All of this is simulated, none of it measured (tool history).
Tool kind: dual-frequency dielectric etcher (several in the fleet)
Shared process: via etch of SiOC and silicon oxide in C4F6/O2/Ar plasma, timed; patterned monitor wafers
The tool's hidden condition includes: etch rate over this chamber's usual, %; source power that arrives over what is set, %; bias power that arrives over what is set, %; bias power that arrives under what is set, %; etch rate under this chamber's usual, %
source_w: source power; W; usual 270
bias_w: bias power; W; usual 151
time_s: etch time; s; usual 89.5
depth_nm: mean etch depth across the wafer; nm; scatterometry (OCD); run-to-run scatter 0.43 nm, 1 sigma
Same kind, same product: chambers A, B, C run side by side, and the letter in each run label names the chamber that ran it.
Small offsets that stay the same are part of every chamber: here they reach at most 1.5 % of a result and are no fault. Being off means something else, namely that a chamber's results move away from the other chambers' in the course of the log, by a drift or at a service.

run,day,source_w,bias_w,time_s,hours since the last wet clean,hours since the last source power generator calibration,hours since the last bias power generator calibration,"read-back reference wafer on the same gauge, depth_nm",depth_nm
1A,0.192,270,151,89.5,131.9,3169.2,107.7,74.961,82.018
2C,0.312,270,151,89.5,105.1,1391.1,137.8,74.994,81.939
3B,0.475,270,151,89.5,285.5,653.6,1623.7,74.858,82.904
4A,0.683,270,151,89.5,143.7,3181,119.5,74.868,82.303
5B,0.779,270,151,89.5,292.8,660.9,1631,74.964,82.735
6C,0.888,270,151,89.5,118.9,1404.9,151.6,74.937,81.28
7A,1.021,270,151,89.5,151.8,3189.1,127.6,74.882,81.794
8B,1.167,270,151,89.5,302.1,670.2,1640.3,74.956,82.475
9C,1.283,270,151,89.5,128.4,1414.4,161.1,74.814,82.175
10C,1.5,270,151,89.5,133.6,1419.6,166.3,74.987,81.334
11A,1.704,300,151,89.5,168.2,3205.5,144,74.976,84.828
12B,1.838,300,151,89.5,318.2,686.3,1656.4,74.969,86.318
13C,1.933,300,151,89.5,144,1430,176.7,74.978,85.497
14B,2.133,270,151,89.5,325.3,693.4,1663.5,74.942,82.855
15A,2.262,270,151,89.5,181.6,3218.9,157.4,74.938,82.172
16A,2.358,270,131,104.5,183.9,3221.2,159.7,75.002,91.579
17C,2.512,270,131,104.5,157.9,1443.9,190.6,74.97,89.013
18B,2.708,270,131,104.5,339.1,707.2,1677.3,74.933,92.502
19A,2.817,240,178,89.5,194.9,3232.2,170.7,74.889,82.332
20C,3.025,240,178,89.5,170.2,1456.2,202.9,74.867,81.03
21B,3.175,240,178,89.5,350.3,718.4,1688.5,74.935,83.61
22A,3.308,270,151,89.5,206.7,3244,182.5,74.883,81.386
23C,3.433,330,176,89.5,180,1466,212.7,74.882,91.209
24B,3.567,330,176,89.5,359.7,727.8,1697.9,74.922,93.921
25B,3.75,330,176,89.5,364.1,732.2,1702.3,74.944,93.923
26A,3.9,270,134,89.5,220.9,3258.2,196.7,74.875,78.891
27C,4.008,270,134,89.5,193.8,1479.8,226.5,74.819,75.986
28C,4.117,270,134,89.5,196.4,1482.4,229.1,74.854,76.019
29A,4.221,270,151,89.5,228.6,3265.9,204.4,74.866,81.945
30B,4.379,270,151,89.5,379.2,747.3,1717.4,74.861,82.871
31C,4.512,270,151,89.5,205.9,1491.9,238.6,74.909,77.642
32B,4.679,300,151,89.5,386.4,754.5,1724.6,74.894,86.665
33A,4.854,300,151,89.5,243.8,3281.1,219.6,74.827,85.123

What goes on in this fleet: one chamber off, a drifting gauge, or nothing beyond the chambers' own small offsets? Name the chamber and the cause, if any.

Little by little, chamber C moves away from the other chambers.
Most likely cause: etch rate under this chamber's usual, % = 5.18.

Here are 4 candidates for chamber C's next run, each the usual settings with a change, their results left as question marks. Which one brings its results back in line with what the others give on the usual settings?
A result is in line if it is within this distance of the other chambers' mean on the usual settings: depth_nm 1.5 nm
34C-1,5.008,270,153,94.5,,,,,?
34C-2,5.008,280,154,97.5,,,,,?
34C-3,5.008,260,148,82.5,,,,,?
34C-4,5.008,270,149,85,,,,,?

On the usual settings, the other chambers give on average: depth_nm 82.279 nm
run,depth_nm
34C-1,82.298
34C-2,86.311
34C-3,70.045
34C-4,73.403
The right change is 34C-1: it brings the chamber back within the allowed miss of the others.
